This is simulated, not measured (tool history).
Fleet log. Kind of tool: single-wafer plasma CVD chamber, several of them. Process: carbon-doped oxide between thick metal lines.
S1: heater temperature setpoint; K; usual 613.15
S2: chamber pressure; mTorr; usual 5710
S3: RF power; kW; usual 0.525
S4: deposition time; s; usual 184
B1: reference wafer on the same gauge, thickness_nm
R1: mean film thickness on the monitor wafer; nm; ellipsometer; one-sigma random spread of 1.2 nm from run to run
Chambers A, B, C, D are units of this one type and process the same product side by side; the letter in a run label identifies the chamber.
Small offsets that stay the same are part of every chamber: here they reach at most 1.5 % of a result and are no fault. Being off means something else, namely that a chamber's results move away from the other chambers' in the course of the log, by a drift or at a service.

Run 1A, hour 6.7: usual settings; B1 836.92. Result: R1 1002.50 nm.
Run 2C, hour 17.4: usual settings; B1 836.97. Result: R1 998.75 nm.
Run 3B, hour 24.5: usual settings; B1 836.81. Result: R1 1013.80 nm.
Run 4D, hour 33.0: usual settings; B1 836.60. Result: R1 1003.70 nm.
Run 5B, hour 40.2: usual settings; B1 836.29. Result: R1 1010.10 nm.
Run 6D, hour 49.6: usual settings; B1 836.50. Result: R1 1000.00 nm.
Run 7C, hour 58.3: usual settings but S2 4840 mTorr, S4 200 s; B1 836.18. Result: R1 1057.10 nm.
Run 8A, hour 69.3: usual settings but S2 4840 mTorr, S4 200 s; B1 836.05. Result: R1 1060.90 nm.
Run 9A, hour 74.4: usual settings but S2 4840 mTorr, S4 200 s; B1 835.83. Result: R1 1059.60 nm.
Run 10B, hour 79.8: usual settings but S2 4840 mTorr, S4 200 s; B1 836.02. Result: R1 1074.00 nm.
Run 11C, hour 91.0: usual settings; B1 835.74. Result: R1 996.95 nm.
Run 12D, hour 101.8: usual settings but S3 0.460 kW; B1 835.35. Result: R1 920.44 nm.
Run 13D, hour 112.2: usual settings but S3 0.460 kW; B1 835.29. Result: R1 920.25 nm.
Run 14C, hour 119.4: usual settings but S3 0.460 kW; B1 835.14. Result: R1 918.83 nm.
Run 15A, hour 126.4: usual settings but S3 0.460 kW; B1 835.55. Result: R1 920.95 nm.
Run 16B, hour 133.5: usual settings; B1 835.31. Result: R1 1008.60 nm.
Run 17D, hour 140.3: usual settings; B1 835.16. Result: R1 1000.30 nm.
Run 18A, hour 146.8: usual settings but S1 600.15 K, S3 0.470 kW; B1 834.69. Result: R1 970.63 nm.
Run 19C, hour 157.6: usual settings but S1 600.15 K, S3 0.470 kW; B1 834.57. Result: R1 966.53 nm.
Run 20B, hour 163.6: usual settings but S1 600.15 K, S3 0.470 kW; B1 834.96. Result: R1 980.72 nm.
Run 21B, hour 169.2: usual settings but S1 600.15 K, S3 0.470 kW; B1 834.64. Result: R1 982.43 nm.
Run 22D, hour 176.8: usual settings; B1 834.56. Result: R1 998.59 nm.
Run 23C, hour 182.9: usual settings; B1 834.27. Result: R1 996.24 nm.
Run 24A, hour 188.4: usual settings; B1 834.29. Result: R1 1000.50 nm.
At hour 193.5: chamber A: capacitance manometer re-zeroed and calibrated.
Run 25B, hour 200.0: usual settings; B1 834.23. Result: R1 1008.60 nm.
Run 26D, hour 207.7: usual settings; B1 834.15. Result: R1 998.71 nm.
At hour 209.4: chamber C: thermocouple changed; heater temperature recalibrated.
Run 27C, hour 214.3: usual settings; B1 833.98. Result: R1 993.84 nm.
Run 28A, hour 223.0: usual settings; B1 833.79. Result: R1 998.06 nm.
Run 29B, hour 232.7: usual settings; B1 833.40. Result: R1 1006.50 nm.
Run 30D, hour 242.7: usual settings; B1 833.54. Result: R1 997.84 nm.
Run 31C, hour 250.5: usual settings; B1 833.48. Result: R1 994.25 nm.
Run 32A, hour 256.7: usual settings; B1 833.43. Result: R1 998.96 nm.
Run 33D, hour 263.5: usual settings; B1 833.16. Result: R1 996.93 nm.
Run 34A, hour 272.8: usual settings; B1 833.09. Result: R1 996.46 nm.

Next, every chamber runs the same settings. What will each give?
Run 35A, hour 281.3: usual settings but S3 0.625 kW. Result: R1 ?.
Run 35B, hour 281.3: usual settings but S3 0.625 kW. Result: R1 ?.
Run 35C, hour 281.3: usual settings but S3 0.625 kW. Result: R1 ?.
Run 35D, hour 281.3: usual settings but S3 0.625 kW. Result: R1 ?.

run       R1
35A  1108.60
35B  1115.70
35C  1103.40
35D  1108.00
